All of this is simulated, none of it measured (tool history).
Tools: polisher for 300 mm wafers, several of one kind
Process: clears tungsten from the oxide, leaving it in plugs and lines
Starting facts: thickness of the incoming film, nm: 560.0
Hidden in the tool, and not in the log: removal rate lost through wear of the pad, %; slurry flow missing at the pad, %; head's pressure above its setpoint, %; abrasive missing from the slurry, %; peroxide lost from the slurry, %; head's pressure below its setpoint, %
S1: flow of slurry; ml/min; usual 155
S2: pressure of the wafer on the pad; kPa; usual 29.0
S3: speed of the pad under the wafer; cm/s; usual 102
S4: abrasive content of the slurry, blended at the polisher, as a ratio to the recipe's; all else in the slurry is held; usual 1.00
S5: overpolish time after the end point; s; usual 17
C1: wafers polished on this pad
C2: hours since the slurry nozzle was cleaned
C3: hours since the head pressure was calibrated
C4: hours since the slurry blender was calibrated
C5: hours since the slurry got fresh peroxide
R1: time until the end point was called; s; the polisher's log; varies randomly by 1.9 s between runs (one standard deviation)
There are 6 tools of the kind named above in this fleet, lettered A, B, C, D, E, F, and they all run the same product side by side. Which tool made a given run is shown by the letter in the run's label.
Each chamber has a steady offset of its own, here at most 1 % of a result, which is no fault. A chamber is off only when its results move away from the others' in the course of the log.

{"run": "1B", "hour": 8.2, "S1": 155, "S2": 29.0, "S3": 102, "S4": 1.0, "S5": 17, "C1": 225, "C2": 173.7, "C3": 151.7, "C4": 142.3, "C5": 132.8, "R1": 119.79}
{"run": "2C", "hour": 13.6, "S1": 155, "S2": 29.0, "S3": 102, "S4": 1.0, "S5": 17, "C1": 105, "C2": 69.3, "C3": 334.1, "C4": 55.6, "C5": 106.5, "R1": 121.73}
{"hour": 15.4, "done": "chamber E: slurry tank refilled with fresh slurry and peroxide"}
{"hour": 20.2, "done": "chamber E: worn pad replaced by a new one"}
{"run": "3F", "hour": 23.4, "S1": 155, "S2": 29.0, "S3": 102, "S4": 1.0, "S5": 17, "C1": 387, "C2": 476.1, "C3": 1170.2, "C4": 240.1, "C5": 67.3, "R1": 122.46}
{"run": "4E", "hour": 30.0, "S1": 155, "S2": 29.0, "S3": 102, "S4": 1.0, "S5": 17, "C1": 69, "C2": 636.2, "C3": 1077.0, "C4": 36.3, "C5": 14.6, "R1": 119.65}
{"hour": 30.7, "done": "chamber A: slurry tank refilled with fresh slurry and peroxide"}
{"run": "5D", "hour": 35.8, "S1": 155, "S2": 29.0, "S3": 130, "S4": 1.15, "S5": 17, "C1": 710, "C2": 565.9, "C3": 132.2, "C4": 72.1, "C5": 183.5, "R1": 95.279}
{"hour": 43.4, "done": "chamber D: worn pad replaced by a new one"}
{"hour": 43.7, "done": "chamber A: slurry nozzle cleaned"}
{"run": "6A", "hour": 44.1, "S1": 155, "S2": 29.0, "S3": 130, "S4": 1.15, "S5": 17, "C1": 705, "C2": 0.5, "C3": 687.5, "C4": 155.6, "C5": 13.5, "R1": 92.467}
{"run": "7C", "hour": 49.9, "S1": 155, "S2": 29.0, "S3": 130, "S4": 1.15, "S5": 17, "C1": 359, "C2": 105.6, "C3": 370.4, "C4": 91.9, "C5": 142.8, "R1": 93.175}
{"hour": 56.6, "done": "chamber F: slurry tank refilled with fresh slurry and peroxide"}
{"run": "8E", "hour": 60.2, "S1": 155, "S2": 29.0, "S3": 130, "S4": 1.15, "S5": 17, "C1": 280, "C2": 666.4, "C3": 1107.2, "C4": 66.5, "C5": 44.8, "R1": 93.261}
{"hour": 70.9, "done": "chamber B: slurry nozzle cleaned"}
{"run": "9D", "hour": 71.2, "S1": 155, "S2": 29.0, "S3": 130, "S4": 1.15, "S5": 17, "C1": 195, "C2": 601.3, "C3": 167.6, "C4": 107.5, "C5": 218.9, "R1": 93.851}
{"hour": 73.3, "done": "chamber D: slurry tank refilled with fresh slurry and peroxide"}
{"hour": 78.5, "done": "chamber B: worn pad replaced by a new one"}
{"run": "10B", "hour": 83.3, "S1": 155, "S2": 29.0, "S3": 130, "S4": 1.15, "S5": 17, "C1": 34, "C2": 12.4, "C3": 226.8, "C4": 217.4, "C5": 207.9, "R1": 94.185}
{"hour": 85.1, "done": "chamber C: slurry tank refilled with fresh slurry and peroxide"}
{"hour": 87.4, "done": "chamber B: slurry tank refilled with fresh slurry and peroxide"}
{"hour": 88.1, "done": "chamber E: slurry tank refilled with fresh slurry and peroxide"}
{"hour": 89.1, "done": "chamber C: worn pad replaced by a new one"}
{"hour": 93.9, "done": "chamber E: worn pad replaced by a new one"}
{"hour": 94.6, "done": "chamber F: head pressure recalibrated"}
{"run": "11F", "hour": 95.6, "S1": 155, "S2": 29.0, "S3": 102, "S4": 1.0, "S5": 17, "C1": 893, "C2": 548.3, "C3": 1.0, "C4": 312.3, "C5": 39.0, "R1": 122.29}
{"hour": 99.7, "done": "chamber A: slurry blender recalibrated"}
{"run": "12A", "hour": 107.0, "S1": 155, "S2": 29.0, "S3": 128, "S4": 1.0, "S5": 17, "C1": 1145, "C2": 63.4, "C3": 750.4, "C4": 7.3, "C5": 76.4, "R1": 98.665}
{"run": "13D", "hour": 115.9, "S1": 155, "S2": 29.0, "S3": 128, "S4": 1.0, "S5": 17, "C1": 508, "C2": 646.0, "C3": 212.3, "C4": 152.2, "C5": 42.7, "R1": 96.932}
{"hour": 119.4, "done": "chamber F: slurry blender recalibrated"}
{"run": "14C", "hour": 121.7, "S1": 155, "S2": 29.0, "S3": 128, "S4": 1.0, "S5": 17, "C1": 228, "C2": 177.4, "C3": 442.2, "C4": 163.7, "C5": 36.6, "R1": 96.838}
{"run": "15A", "hour": 133.1, "S1": 155, "S2": 29.0, "S3": 128, "S4": 1.0, "S5": 17, "C1": 1328, "C2": 89.5, "C3": 776.5, "C4": 33.4, "C5": 102.5, "R1": 96.252}
{"hour": 134.0, "done": "chamber D: worn pad replaced by a new one"}
{"run": "16F", "hour": 140.2, "S1": 155, "S2": 29.0, "S3": 128, "S4": 1.0, "S5": 17, "C1": 1206, "C2": 592.9, "C3": 45.6, "C4": 20.8, "C5": 83.6, "R1": 96.88}
{"hour": 142.6, "done": "chamber B: slurry blender recalibrated"}
{"hour": 147.8, "done": "chamber F: worn pad replaced by a new one"}
{"run": "17E", "hour": 150.7, "S1": 155, "S2": 29.0, "S3": 128, "S4": 1.0, "S5": 17, "C1": 398, "C2": 756.9, "C3": 1197.7, "C4": 157.0, "C5": 62.6, "R1": 97.824}
{"hour": 152.5, "done": "chamber E: slurry tank refilled with fresh slurry and peroxide"}
{"run": "18B", "hour": 159.1, "S1": 155, "S2": 29.0, "S3": 102, "S4": 1.0, "S5": 17, "C1": 565, "C2": 88.2, "C3": 302.6, "C4": 16.5, "C5": 71.7, "R1": 125.94}
{"hour": 159.8, "done": "chamber F: slurry tank refilled with fresh slurry and peroxide"}
{"hour": 162.1, "done": "chamber A: worn pad replaced by a new one"}
{"run": "19F", "hour": 170.4, "S1": 155, "S2": 37.2, "S3": 102, "S4": 1.0, "S5": 11, "C1": 158, "C2": 623.1, "C3": 75.8, "C4": 51.0, "C5": 10.7, "R1": 94.192}
{"hour": 170.8, "done": "chamber C: worn pad replaced by a new one"}
{"hour": 172.7, "done": "chamber C: slurry blender recalibrated"}
{"hour": 172.9, "done": "chamber B: worn pad replaced by a new one"}
{"run": "20D", "hour": 182.8, "S1": 155, "S2": 37.2, "S3": 102, "S4": 1.0, "S5": 11, "C1": 342, "C2": 712.9, "C3": 279.2, "C4": 219.1, "C5": 109.6, "R1": 96.609}
{"hour": 185.6, "done": "chamber E: worn pad replaced by a new one"}
{"run": "21B", "hour": 191.1, "S1": 155, "S2": 37.2, "S3": 102, "S4": 1.0, "S5": 11, "C1": 127, "C2": 120.2, "C3": 334.6, "C4": 48.5, "C5": 103.7, "R1": 99.917}
{"hour": 196.7, "done": "chamber E: slurry nozzle cleaned"}
{"run": "22C", "hour": 198.3, "S1": 155, "S2": 37.2, "S3": 102, "S4": 1.0, "S5": 11, "C1": 192, "C2": 254.0, "C3": 518.8, "C4": 25.7, "C5": 113.2, "R1": 92.425}
{"run": "23E", "hour": 206.4, "S1": 155, "S2": 37.2, "S3": 102, "S4": 1.0, "S5": 11, "C1": 146, "C2": 9.8, "C3": 1253.4, "C4": 212.7, "C5": 53.9, "R1": 92.689}
{"run": "24A", "hour": 216.2, "S1": 155, "S2": 37.2, "S3": 102, "S4": 1.0, "S5": 11, "C1": 379, "C2": 172.6, "C3": 859.6, "C4": 116.5, "C5": 185.6, "R1": 97.056}
{"run": "25A", "hour": 223.3, "S1": 155, "S2": 29.0, "S3": 102, "S4": 1.0, "S5": 17, "C1": 429, "C2": 179.7, "C3": 866.7, "C4": 123.6, "C5": 192.7, "R1": 120.22}
{"hour": 225.6, "done": "chamber A: slurry tank refilled with fresh slurry and peroxide"}
{"hour": 226.7, "done": "chamber D: slurry blender recalibrated"}
{"hour": 226.8, "done": "chamber D: worn pad replaced by a new one"}
{"hour": 228.9, "done": "chamber E: slurry tank refilled with fresh slurry and peroxide"}
{"run": "26F", "hour": 229.9, "S1": 155, "S2": 29.0, "S3": 102, "S4": 1.0, "S5": 17, "C1": 575, "C2": 682.6, "C3": 135.3, "C4": 110.5, "C5": 70.2, "R1": 119.76}
{"run": "27E", "hour": 240.1, "S1": 155, "S2": 29.0, "S3": 102, "S4": 1.0, "S5": 17, "C1": 382, "C2": 43.5, "C3": 1287.1, "C4": 246.4, "C5": 11.2, "R1": 121.78}
{"run": "28D", "hour": 246.7, "S1": 155, "S2": 29.0, "S3": 102, "S4": 1.0, "S5": 25, "C1": 139, "C2": 776.8, "C3": 343.1, "C4": 20.1, "C5": 173.5, "R1": 126.94}
{"hour": 252.1, "done": "chamber C: worn pad replaced by a new one"}
{"hour": 254.9, "done": "chamber B: worn pad replaced by a new one"}
{"hour": 256.6, "done": "chamber C: slurry nozzle cleaned"}
{"run": "29C", "hour": 257.4, "S1": 155, "S2": 29.0, "S3": 102, "S4": 1.0, "S5": 25, "C1": 37, "C2": 0.8, "C3": 577.9, "C4": 84.8, "C5": 172.3, "R1": 121.41}
{"hour": 258.6, "done": "chamber B: slurry tank refilled with fresh slurry and peroxide"}
{"hour": 268.1, "done": "chamber E: head pressure recalibrated"}
{"run": "30B", "hour": 268.7, "S1": 155, "S2": 29.0, "S3": 102, "S4": 1.0, "S5": 25, "C1": 97, "C2": 197.8, "C3": 412.2, "C4": 126.1, "C5": 10.2, "R1": 132.4}
{"hour": 271.5, "done": "chamber D: slurry tank refilled with fresh slurry and peroxide"}
{"hour": 274.4, "done": "chamber C: slurry tank refilled with fresh slurry and peroxide"}
{"hour": 275.0, "done": "chamber B: slurry nozzle cleaned"}
{"run": "31F", "hour": 275.0, "S1": 155, "S2": 29.0, "S3": 102, "S4": 1.0, "S5": 25, "C1": 891, "C2": 727.7, "C3": 180.4, "C4": 155.6, "C5": 115.3, "R1": 118.62}
{"hour": 276.0, "done": "chamber F: slurry tank refilled with fresh slurry and peroxide"}
{"hour": 279.8, "done": "chamber E: worn pad replaced by a new one"}
{"run": "32B", "hour": 281.0, "S1": 155, "S2": 29.0, "S3": 102, "S4": 1.0, "S5": 25, "C1": 183, "C2": 6.1, "C3": 424.5, "C4": 138.4, "C5": 22.5, "R1": 134.54}
{"run": "33C", "hour": 287.2, "S1": 155, "S2": 29.0, "S3": 102, "S4": 1.0, "S5": 25, "C1": 246, "C2": 30.6, "C3": 607.7, "C4": 114.6, "C5": 12.8, "R1": 123.37}
{"run": "34D", "hour": 297.8, "S1": 155, "S2": 29.0, "S3": 102, "S4": 1.0, "S5": 17, "C1": 497, "C2": 827.9, "C3": 394.2, "C4": 71.2, "C5": 26.4, "R1": 123.44}
{"hour": 305.3, "done": "chamber F: worn pad replaced by a new one"}
{"hour": 306.5, "done": "chamber E: slurry tank refilled with fresh slurry and peroxide"}
{"run": "35A", "hour": 306.8, "S1": 155, "S2": 29.0, "S3": 102, "S4": 1.0, "S5": 17, "C1": 1014, "C2": 263.2, "C3": 950.2, "C4": 207.1, "C5": 81.2, "R1": 119.41}
{"hour": 308.5, "done": "chamber E: slurry blender recalibrated"}
{"run": "36E", "hour": 317.2, "S1": 155, "S2": 29.0, "S3": 102, "S4": 1.0, "S5": 17, "C1": 262, "C2": 120.6, "C3": 49.1, "C4": 8.7, "C5": 10.8, "R1": 124.11}
{"hour": 326.1, "done": "chamber D: head pressure recalibrated"}
{"run": "37F", "hour": 329.0, "S1": 205, "S2": 33.8, "S3": 102, "S4": 1.0, "S5": 17, "C1": 166, "C2": 781.7, "C3": 234.4, "C4": 209.6, "C5": 53.1, "R1": 102.6}
{"hour": 334.2, "done": "chamber B: worn pad replaced by a new one"}
{"run": "38E", "hour": 334.7, "S1": 205, "S2": 33.8, "S3": 102, "S4": 1.0, "S5": 17, "C1": 384, "C2": 138.1, "C3": 66.6, "C4": 26.2, "C5": 28.3, "R1": 99.988}
{"hour": 337.5, "done": "chamber D: worn pad replaced by a new one"}
{"run": "39B", "hour": 341.3, "S1": 205, "S2": 33.8, "S3": 102, "S4": 1.0, "S5": 17, "C1": 50, "C2": 66.4, "C3": 484.8, "C4": 198.7, "C5": 82.8, "R1": 113.37}
{"run": "40D", "hour": 352.6, "S1": 205, "S2": 33.8, "S3": 102, "S4": 1.0, "S5": 17, "C1": 106, "C2": 882.7, "C3": 26.5, "C4": 126.0, "C5": 81.2, "R1": 102.55}

Each of the 6 chambers runs these same settings next. Fill in every chamber's results:
{"run": "41A", "hour": 361.6, "S1": 155, "S2": 29.0, "S3": 102, "S4": 1.0, "S5": 17, "R1": "?"}
{"run": "41B", "hour": 361.6, "S1": 155, "S2": 29.0, "S3": 102, "S4": 1.0, "S5": 17, "R1": "?"}
{"run": "41C", "hour": 361.6, "S1": 155, "S2": 29.0, "S3": 102, "S4": 1.0, "S5": 17, "R1": "?"}
{"run": "41D", "hour": 361.6, "S1": 155, "S2": 29.0, "S3": 102, "S4": 1.0, "S5": 17, "R1": "?"}
{"run": "41E", "hour": 361.6, "S1": 155, "S2": 29.0, "S3": 102, "S4": 1.0, "S5": 17, "R1": "?"}
{"run": "41F", "hour": 361.6, "S1": 155, "S2": 29.0, "S3": 102, "S4": 1.0, "S5": 17, "R1": "?"}

run=41A R1=122.000
run=41B R1=138.360
run=41C R1=124.360
run=41D R1=126.710
run=41E R1=123.130
run=41F R1=120.120
